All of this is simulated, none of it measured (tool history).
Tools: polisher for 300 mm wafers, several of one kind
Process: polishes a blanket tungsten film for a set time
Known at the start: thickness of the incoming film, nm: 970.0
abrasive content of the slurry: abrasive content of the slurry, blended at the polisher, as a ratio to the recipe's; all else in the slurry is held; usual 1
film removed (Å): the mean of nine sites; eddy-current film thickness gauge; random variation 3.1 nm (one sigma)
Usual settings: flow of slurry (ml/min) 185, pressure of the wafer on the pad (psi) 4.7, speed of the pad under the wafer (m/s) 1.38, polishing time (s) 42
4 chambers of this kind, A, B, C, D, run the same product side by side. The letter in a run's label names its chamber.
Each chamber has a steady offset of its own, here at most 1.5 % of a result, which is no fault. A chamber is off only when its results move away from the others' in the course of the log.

run   hour  flow of slurry (ml/min)  pressure of the wafer on the pad (psi)  speed of the pad under the wafer (m/s)  abrasive content of the slurry  polishing time (s)  wafers polished on this pad  hours since the slurry nozzle was cleaned  hours since the head pressure was calibrated  hours since the slurry blender was calibrated  hours since the slurry got fresh peroxide  film removed (Å)
 1A    3.5                      185                                     4.7                                    1.38                               1                  42                          227                                      285.2                                         602.7                                          171.9                                      183.2            3927.2
 2B    6.2                      185                                     4.7                                    1.38                               1                  42                          354                                      310.3                                         711.3                                          354.2                                      134.2            4001.5
 3C    8.4                      185                                     4.7                                    1.38                               1                  42                         1321                                      191.5                                         557.3                                            114                                      122.4            3960.5
 4D   11.9                      185                                     4.7                                    1.38                               1                  42                          964                                      100.8                                         195.5                                           65.5                                       92.7            4042.9
 5A   14.3                      185                                     4.7                                    1.38                               1                  42                          371                                        296                                         613.5                                          182.7                                        194            3891.9
      17.2  -- chamber D: worn pad replaced by a new one
      18.4  -- chamber A: slurry nozzle cleaned
 6D   18.7                      185                                     4.7                                    1.38                               1                  42                           20                                      107.6                                         202.3                                           72.3                                       99.5            3990.9
      22.3  -- chamber C: slurry blender recalibrated
 7C     23                      185                                     4.7                                    1.38                               1                  42                         1515                                      206.1                                         571.9                                            0.7                                        137              3993
      24.9  -- chamber B: slurry tank refilled with fresh slurry and peroxide
        25  -- chamber A: slurry tank refilled with fresh slurry and peroxide
 8B   25.3                      185                                     4.7                                    1.38                               1                  42                          609                                      329.4                                         730.4                                          373.3                                        0.5            4002.8
      27.2  -- chamber C: slurry tank refilled with fresh slurry and peroxide
 9C     28                      185                                     4.7                                    1.38                             0.9                  42                         1582                                      211.1                                         576.9                                            5.7                                        0.8            3924.1
10D   30.6                      185                                     4.7                                    1.38                             0.9                  42                          178                                      119.5                                         214.2                                           84.2                                      111.4            3896.5
      31.9  -- chamber C: worn pad replaced by a new one
11B   34.5                      185                                     4.7                                    1.38                             0.9                  42                          731                                      338.6                                         739.6                                          382.5                                        9.7            3958.4
12A     37                      185                                     4.7                                    1.38                             0.9                  42                          673                                       18.7                                         636.2                                          205.4                                       12.1            3956.2
13B   39.2                      185                                     4.7                                    1.38                               1                  42                          794                                      343.3                                         744.3                                          387.2                                       14.4            4014.3
14A   41.4                      185                                     4.7                                    1.38                               1                  42                          732                                       23.1                                         640.6                                          209.8                                       16.5            4044.1
15D   43.9                      185                                     4.7                                    1.38                               1                  42                          355                                      132.8                                         227.5                                           97.5                                      124.7            4009.6
      45.2  -- chamber B: worn pad replaced by a new one
16C   46.3                      185                                     4.7                                    1.38                               1                  42                          192                                      229.4                                         595.2                                             24                                       19.1            3948.4
17D   49.1                      185                                     4.7                                    1.38                               1                  42                          425                                        138                                         232.7                                          102.7                                      129.9            3975.3
      51.5  -- chamber A: worn pad replaced by a new one
18C   53.6                      185                                     4.7                                     1.2                               1                  51                          289                                      236.7                                         602.5                                           31.3                                       26.4            4122.3
19A   55.6                      185                                     4.7                                     1.2                               1                  51                           54                                       37.3                                         654.8                                            224                                       30.7            4390.5
20B   59.2                      185                                     4.7                                     1.2                               1                  51                          186                                      363.3                                         764.3                                          407.2                                       34.4            4285.6
21A   62.7                      185                                     4.7                                     1.2                               1                  51                          149                                       44.4                                         661.9                                          231.1                                       37.8              4373
22B   66.5                      185                                     4.7                                    1.38                               1                  42                          283                                      370.6                                         771.6                                          414.5                                       41.7            4028.8
23D   70.6                      185                                     4.7                                    1.38                               1                  42                          711                                      159.5                                         254.2                                          124.2                                      151.4            3955.3
24C   74.7                      185                                     4.7                                    1.38                               1                  42                          570                                      257.8                                         623.6                                           52.4                                       47.5            3934.7
25B   79.2                      185                                     4.7                                    1.38                               1                  42                          453                                      383.3                                         784.3                                          427.2                                       54.4            4025.5
      82.5  -- chamber D: worn pad replaced by a new one
26A   83.1                      185                                     4.7                                    1.38                               1                  42                          421                                       64.8                                         682.3                                          251.5                                       58.2            4288.5
27C   86.3                      185                                     4.7                                    1.38                               1                  42                          725                                      269.4                                         635.2                                             64                                       59.1            3969.2
28D     90                      185                                     4.7                                    1.38                               1                  42                          100                                      178.9                                         273.6                                          143.6                                      170.8            3953.7
29D   93.7                      185                                     4.7                                    1.38                               1                  42                          150                                      182.6                                         277.3                                          147.3                                      174.5            3967.9
30B   96.1                      185                                     4.7                                    1.38                               1                  42                          678                                      400.2                                         801.2                                          444.1                                       71.3            4032.1
31C   99.9                      185                                       6                                    1.38                               1                  34                          906                                        283                                         648.8                                           77.6                                       72.7            4128.7
32A  102.6                      185                                       6                                    1.38                               1                  34                          681                                       84.3                                         701.8                                            271                                       77.7              4513
33B  106.5                      185                                       6                                    1.38                               1                  34                          816                                      410.6                                         811.6                                          454.5                                       81.7            4213.8

All 4 chambers run these settings next. Forecast each chamber's results:
34A  109.8                      185                                     4.7                                    1.38                            1.25                  42                                                                                                                                                                                                                                 ?
34B  109.8                      185                                     4.7                                    1.38                            1.25                  42                                                                                                                                                                                                                                 ?
34C  109.8                      185                                     4.7                                    1.38                            1.25                  42                                                                                                                                                                                                                                 ?
34D  109.8                      185                                     4.7                                    1.38                            1.25                  42                                                                                                                                                                                                                                 ?

run  film removed (Å)
34A            4674.4
34B            4276.2
34C            4209.6
34D            4149.6
